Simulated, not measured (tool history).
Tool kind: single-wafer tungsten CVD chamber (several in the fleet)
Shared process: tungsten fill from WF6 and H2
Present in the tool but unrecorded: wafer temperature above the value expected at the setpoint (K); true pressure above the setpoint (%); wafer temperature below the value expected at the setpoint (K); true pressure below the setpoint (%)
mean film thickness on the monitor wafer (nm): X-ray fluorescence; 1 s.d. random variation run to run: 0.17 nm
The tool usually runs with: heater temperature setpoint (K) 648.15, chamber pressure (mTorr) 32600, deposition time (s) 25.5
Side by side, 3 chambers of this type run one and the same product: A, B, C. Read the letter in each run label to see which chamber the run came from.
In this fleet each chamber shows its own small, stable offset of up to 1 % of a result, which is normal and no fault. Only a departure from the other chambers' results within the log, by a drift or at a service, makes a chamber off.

run,hour,heater temperature setpoint (K),chamber pressure (mTorr),deposition time (s),hours since the last thermocouple change,hours since the last manometer calibration,"read-back reference wafer on the same gauge, thickness_nm",mean film thickness on the monitor wafer (nm)
1B,7.0,648.15,32600,25.5,2631.9,46.3,52.031,46.848
2A,14.1,648.15,32600,25.5,636.2,1456.8,52.137,47.334
3C,19.7,648.15,32600,25.5,474.0,167.1,52.102,47.015
4A,24.8,648.15,32600,25.5,646.9,1467.5,52.052,46.939
5C,31.0,648.15,32600,25.5,485.3,178.4,52.089,46.799
6B,36.0,648.15,32600,25.5,2660.9,75.3,52.090,46.838
7A,41.2,648.15,32600,25.5,663.3,1483.9,52.053,47.079
8C,46.2,648.15,32600,21.3,500.5,193.6,52.095,39.245
9B,52.3,648.15,32600,21.3,2677.2,91.6,52.099,39.173
10A,55.7,648.15,32600,21.3,677.8,1498.4,52.116,39.114
11C,61.2,648.15,32600,27.7,515.5,208.6,52.071,51.160
12B,65.1,648.15,32600,27.7,2690.0,104.4,52.141,50.747
13A,72.2,648.15,32600,27.7,694.3,1514.9,52.099,51.223
14C,77.4,648.15,32600,25.5,531.7,224.8,52.144,46.958
15B,84.9,648.15,32600,25.5,2709.8,124.2,52.125,46.873
16B,91.5,648.15,32600,25.5,2716.4,130.8,52.121,46.811
17C,97.8,648.15,32600,25.5,552.1,245.2,52.108,47.407
# hour 97.9: chamber B: thermocouple changed; heater temperature recalibrated
18A,104.5,648.15,32600,25.5,726.6,1547.2,52.083,47.396
19C,108.9,661.15,32600,25.5,563.2,256.3,52.074,60.813
20A,112.4,661.15,32600,25.5,734.5,1555.1,52.092,61.329
21B,118.0,661.15,32600,25.5,20.2,157.3,52.052,59.625
22B,124.7,648.15,32600,25.5,26.9,164.0,52.118,45.709
23C,130.9,648.15,32600,25.5,585.2,278.3,52.112,46.750
24A,134.5,648.15,32600,25.5,756.6,1577.2,52.115,47.182
25B,138.7,648.15,32600,25.5,40.9,178.0,52.135,46.094
26A,142.0,648.15,32600,25.5,764.1,1584.7,52.133,47.187
27C,149.5,648.15,32600,25.5,603.8,296.9,52.084,46.944
28A,155.9,648.15,32600,25.5,778.0,1598.6,52.122,47.042
29C,160.6,653.15,36200,25.5,614.9,308.0,52.075,54.626
30B,164.5,653.15,36200,25.5,66.7,203.8,52.142,53.118
31A,169.9,653.15,36200,25.5,792.0,1612.6,52.103,54.892
32B,173.1,648.15,32600,25.5,75.3,212.4,52.098,45.650
33C,177.0,648.15,25100,21.1,631.3,324.4,52.088,34.083
34A,184.5,648.15,25100,21.1,806.6,1627.2,52.107,34.479
35C,189.1,648.15,25100,21.1,643.4,336.5,52.075,34.335

Is one chamber off against the others, does the gauge drift, or is nothing wrong? If a chamber is off, say which, and what the likeliest cause is.

Chamber B has stood off from the others ever since a service on it.
Likeliest cause: wafer temperature below the value expected at the setpoint (K) = 1.27.

Which of the 4 candidates below, each the usual settings with something changed and its results left as question marks, puts chamber B back in line with what the other chambers give on the usual settings?
In-line tolerance around the mean of the other chambers on the usual settings: mean film thickness on the monitor wafer (nm) 0.600
36B-1,194.5,648.15,31700,24.5,,,,?
36B-2,194.5,649.15,32800,25.7,,,,?
36B-3,194.5,648.15,36100,25.5,,,,?
36B-4,194.5,647.15,32600,25.3,,,,?

The other chambers' mean on the usual settings: mean film thickness on the monitor wafer (nm) 47.014
run,mean film thickness on the monitor wafer (nm)
36B-1,43.363
36B-2,47.215
36B-3,47.980
36B-4,44.428
With 36B-2, the chamber falls back in line with the rest.

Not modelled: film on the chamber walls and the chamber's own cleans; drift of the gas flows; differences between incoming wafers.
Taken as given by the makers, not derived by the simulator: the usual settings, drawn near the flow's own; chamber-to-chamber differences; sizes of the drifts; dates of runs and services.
